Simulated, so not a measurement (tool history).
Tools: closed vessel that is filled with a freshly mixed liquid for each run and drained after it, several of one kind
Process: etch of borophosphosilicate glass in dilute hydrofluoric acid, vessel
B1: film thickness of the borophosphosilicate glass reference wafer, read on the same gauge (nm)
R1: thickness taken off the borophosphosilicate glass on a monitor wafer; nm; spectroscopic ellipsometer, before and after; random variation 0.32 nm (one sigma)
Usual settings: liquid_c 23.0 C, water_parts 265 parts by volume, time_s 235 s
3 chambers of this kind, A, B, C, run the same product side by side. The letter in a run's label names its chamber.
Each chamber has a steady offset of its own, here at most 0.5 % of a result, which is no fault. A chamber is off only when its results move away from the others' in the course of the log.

run 1C hour=10.2 | liquid_c=23.0 water_parts=265 time_s=235 | B1=149.99 | R1=33.578
run 2A hour=18.5 | liquid_c=23.0 water_parts=265 time_s=235 | B1=149.97 | R1=34.443
run 3B hour=29.0 | liquid_c=23.0 water_parts=265 time_s=235 | B1=150.01 | R1=33.790
run 4A hour=42.7 | liquid_c=23.0 water_parts=265 time_s=235 | B1=149.99 | R1=34.115
run 5B hour=51.9 | liquid_c=23.0 water_parts=265 time_s=155 | B1=149.98 | R1=22.585
run 6C hour=58.2 | liquid_c=23.0 water_parts=265 time_s=155 | B1=150.01 | R1=23.055
run 7A hour=66.7 | liquid_c=23.0 water_parts=265 time_s=155 | B1=150.01 | R1=22.472
run 8B hour=75.5 | liquid_c=23.0 water_parts=265 time_s=235 | B1=149.99 | R1=34.427
run 9C hour=84.1 | liquid_c=23.0 water_parts=265 time_s=235 | B1=149.98 | R1=34.342
run 10A hour=96.7 | liquid_c=23.0 water_parts=265 time_s=235 | B1=150.00 | R1=34.134
run 11C hour=109.6 | liquid_c=23.0 water_parts=265 time_s=235 | B1=150.00 | R1=34.079
run 12B hour=117.7 | liquid_c=23.0 water_parts=165 time_s=235 | B1=150.02 | R1=60.698
run 13C hour=129.8 | liquid_c=23.0 water_parts=165 time_s=235 | B1=150.01 | R1=61.546
run 14A hour=141.3 | liquid_c=23.0 water_parts=165 time_s=235 | B1=149.99 | R1=61.342
run 15B hour=155.2 | liquid_c=23.0 water_parts=265 time_s=235 | B1=150.01 | R1=34.061
run 16A hour=167.0 | liquid_c=23.0 water_parts=265 time_s=235 | B1=149.99 | R1=33.771
run 17C hour=180.1 | liquid_c=18.5 water_parts=265 time_s=165 | B1=149.99 | R1=20.026
run 18B hour=191.2 | liquid_c=18.5 water_parts=265 time_s=165 | B1=150.01 | R1=20.419
run 19C hour=201.3 | liquid_c=18.5 water_parts=265 time_s=165 | B1=149.99 | R1=20.600
run 20A hour=209.4 | liquid_c=23.0 water_parts=265 time_s=235 | B1=150.01 | R1=34.389

Is one chamber off against the others, does the gauge drift, or is nothing wrong? If a chamber is off, say which, and what the likeliest cause is.

No chamber stands off beyond its own small offset, and the gauge holds steady.

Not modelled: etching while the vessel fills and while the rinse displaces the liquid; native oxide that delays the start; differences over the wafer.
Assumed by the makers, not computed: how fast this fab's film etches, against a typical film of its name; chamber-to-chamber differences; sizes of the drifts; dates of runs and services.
